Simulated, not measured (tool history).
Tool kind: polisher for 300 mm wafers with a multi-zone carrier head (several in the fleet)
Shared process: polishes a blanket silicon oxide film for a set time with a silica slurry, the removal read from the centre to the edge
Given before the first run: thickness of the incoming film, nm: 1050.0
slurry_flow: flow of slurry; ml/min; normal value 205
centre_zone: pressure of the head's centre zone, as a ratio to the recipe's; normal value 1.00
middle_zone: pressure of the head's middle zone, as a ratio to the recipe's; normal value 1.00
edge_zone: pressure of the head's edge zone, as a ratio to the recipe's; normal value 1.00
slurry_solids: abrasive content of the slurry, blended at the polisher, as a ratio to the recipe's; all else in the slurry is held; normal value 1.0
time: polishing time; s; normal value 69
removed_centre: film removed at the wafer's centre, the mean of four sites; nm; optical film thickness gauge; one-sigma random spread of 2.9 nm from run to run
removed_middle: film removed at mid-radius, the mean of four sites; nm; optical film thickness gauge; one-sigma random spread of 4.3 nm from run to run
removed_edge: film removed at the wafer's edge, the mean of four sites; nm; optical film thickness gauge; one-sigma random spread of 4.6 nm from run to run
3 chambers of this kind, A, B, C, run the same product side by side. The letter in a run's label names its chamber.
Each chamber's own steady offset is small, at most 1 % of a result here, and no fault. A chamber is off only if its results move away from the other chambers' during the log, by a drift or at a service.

run	hour	slurry_flow	centre_zone	middle_zone	edge_zone	slurry_solids	time	wafers polished on this pad	hours since the slurry nozzle was cleaned	hours since the centre zone pressure was calibrated	hours since the edge zone pressure was calibrated	removed_centre	removed_middle	removed_edge
# hour 2.9: chamber A: edge zone pressure recalibrated
1A	3.5	205	1.00	1.00	1.00	1.0	69	696	368.7	418.6	0.7	349.84	348.64	354.69
2C	8.1	205	1.00	1.00	1.00	1.0	69	1042	72.7	234.8	226.5	347.84	352.59	346.32
3B	13.1	205	1.00	1.00	1.00	1.0	69	248	242.7	987.3	21.2	351.86	344.38	355.61
4A	16.9	205	1.00	1.00	1.00	1.0	69	828	382.1	432.0	14.1	348.00	344.99	351.66
# hour 18.5: chamber C: worn pad replaced by a new one
5B	21.8	205	1.00	1.00	1.00	1.0	69	334	251.4	996.0	29.9	346.86	346.59	352.86
# hour 22.5: chamber A: slurry nozzle cleaned
6C	25.8	205	1.00	1.00	1.00	1.0	69	72	90.4	252.5	244.2	347.84	352.02	350.83
7B	29.5	205	1.00	1.00	1.00	1.0	69	409	259.1	1003.7	37.6	344.83	358.68	347.14
# hour 33.7: chamber A: worn pad replaced by a new one
8C	34.3	205	1.00	1.00	1.00	1.0	69	156	98.9	261.0	252.7	352.38	352.62	354.28
9A	39.0	165	1.00	0.91	1.00	1.0	69	52	16.5	454.1	36.2	335.90	308.77	349.31
10B	43.6	165	1.00	0.91	1.00	1.0	69	548	273.2	1017.8	51.7	338.45	306.44	342.77
11C	48.5	165	1.00	0.91	1.00	1.0	69	296	113.1	275.2	266.9	335.65	299.53	343.58
12A	51.6	205	1.00	1.00	1.00	1.0	69	176	29.1	466.7	48.8	351.62	347.37	350.58
# hour 53.8: chamber B: slurry nozzle cleaned
13B	54.3	205	1.00	1.00	1.00	1.0	69	654	0.6	1028.5	62.4	348.35	355.47	353.72
14A	57.5	205	1.00	1.00	1.00	1.0	69	234	35.0	472.6	54.7	353.68	351.32	350.92
15C	60.8	205	1.00	1.00	1.00	1.0	69	417	125.4	287.5	279.2	350.88	350.58	351.43
16C	65.7	205	1.00	1.00	1.00	1.0	69	465	130.3	292.4	284.1	353.99	347.62	341.05
17B	70.0	205	1.00	1.00	1.00	1.0	69	809	16.3	1044.2	78.1	340.65	349.64	362.90
18A	72.8	205	1.00	1.00	1.00	1.0	69	385	50.3	487.9	70.0	352.59	346.36	353.79
19C	75.9	205	1.00	1.00	1.00	1.0	69	566	140.5	302.6	294.3	351.15	344.90	343.83
20B	78.2	205	1.00	1.00	1.00	1.0	69	889	24.5	1052.4	86.3	344.78	339.46	351.42
21A	81.2	205	1.00	1.00	1.00	1.0	69	468	58.7	496.3	78.4	351.65	341.62	356.77
22B	83.9	205	1.00	1.00	1.00	1.0	69	945	30.2	1058.1	92.0	342.96	340.87	355.04
23C	87.3	205	1.07	1.00	1.00	1.0	69	678	151.9	314.0	305.7	376.63	336.21	347.04
24A	91.3	205	1.07	1.00	1.00	1.0	69	567	68.8	506.4	88.5	375.17	348.29	361.49
25A	95.7	205	1.07	1.00	1.00	1.0	69	611	73.2	510.8	92.9	376.90	344.44	355.19
26C	99.2	205	1.00	0.89	1.06	1.0	69	796	163.8	325.9	317.6	345.40	313.70	361.55
27B	103.7	205	1.00	0.89	1.06	1.0	69	1141	50.0	1077.9	111.8	335.97	312.68	363.46
28C	108.1	205	1.00	0.89	1.06	1.0	69	883	172.7	334.8	326.5	342.65	316.56	355.05
29B	112.6	205	1.00	1.00	1.00	1.0	69	1228	58.9	1086.8	120.7	338.59	333.97	339.98
30A	115.8	205	1.00	1.00	1.00	1.0	69	809	93.3	530.9	113.0	349.55	345.24	352.29
31B	119.9	205	1.00	1.10	1.00	0.9	69	1300	66.2	1094.1	128.0	318.29	347.77	317.93
32C	122.3	205	1.00	1.10	1.00	0.9	69	1023	186.9	349.0	340.7	329.26	356.59	322.36
33A	126.3	205	1.00	1.10	1.00	0.9	69	912	103.8	541.4	123.5	338.04	355.20	331.07
34C	129.2	205	1.00	1.00	1.00	1.0	69	1091	193.8	355.9	347.6	350.03	347.01	339.36
# hour 131.6: chamber A: worn pad replaced by a new one
35B	133.3	205	1.00	1.00	1.00	1.0	69	1432	79.6	1107.5	141.4	331.68	336.13	339.61
36A	137.0	205	1.00	1.00	1.00	1.0	69	53	114.5	552.1	134.2	357.13	342.34	357.52
37A	141.7	160	1.00	1.00	1.00	1.0	69	99	119.2	556.8	138.9	338.20	330.09	348.43
# hour 143.6: chamber C: worn pad replaced by a new one
38B	144.3	160	1.00	1.00	1.00	1.0	69	1541	90.6	1118.5	152.4	312.63	322.11	331.60
39C	147.8	160	1.00	1.00	1.00	1.0	69	42	212.4	374.5	366.2	332.08	332.90	340.74

What goes on in this fleet: one chamber off, a drifting gauge, or nothing beyond the chambers' own small offsets? Name the chamber and the cause, if any.

One chamber, B, drifts off from the rest bit by bit.
Most likely cause: removal rate lost through wear of the pad, % = 6.16.
With only this log, it may be confused with: slurry flow missing at the pad, %.

Below are 4 candidate recipes for chamber B's next run, each the usual settings with a change, their results shown as question marks. Which of them brings B's results back in line with what the other chambers give on the usual settings?
A result is in line if it is within this distance of the other chambers' mean on the usual settings: removed_centre 10.00 nm; removed_middle 15.00 nm; removed_edge 16.00 nm
40B-1	151.3	205	0.99	1.00	1.00	1.0	65					?	?	?
40B-2	151.3	205	1.00	1.00	1.00	1.0	68					?	?	?
40B-3	151.3	205	1.01	1.00	1.00	1.0	73					?	?	?
40B-4	151.3	205	1.00	1.00	1.00	1.0	70					?	?	?

The other chambers' mean on the usual settings: removed_centre 350.85 nm; removed_middle 348.67 nm; removed_edge 351.51 nm
run	removed_centre	removed_middle	removed_edge
40B-1	305.52	308.87	313.16
40B-2	323.20	323.10	327.61
40B-3	350.80	346.84	351.70
40B-4	332.70	332.60	337.25
40B-3 puts the chamber back in line with the other chambers.
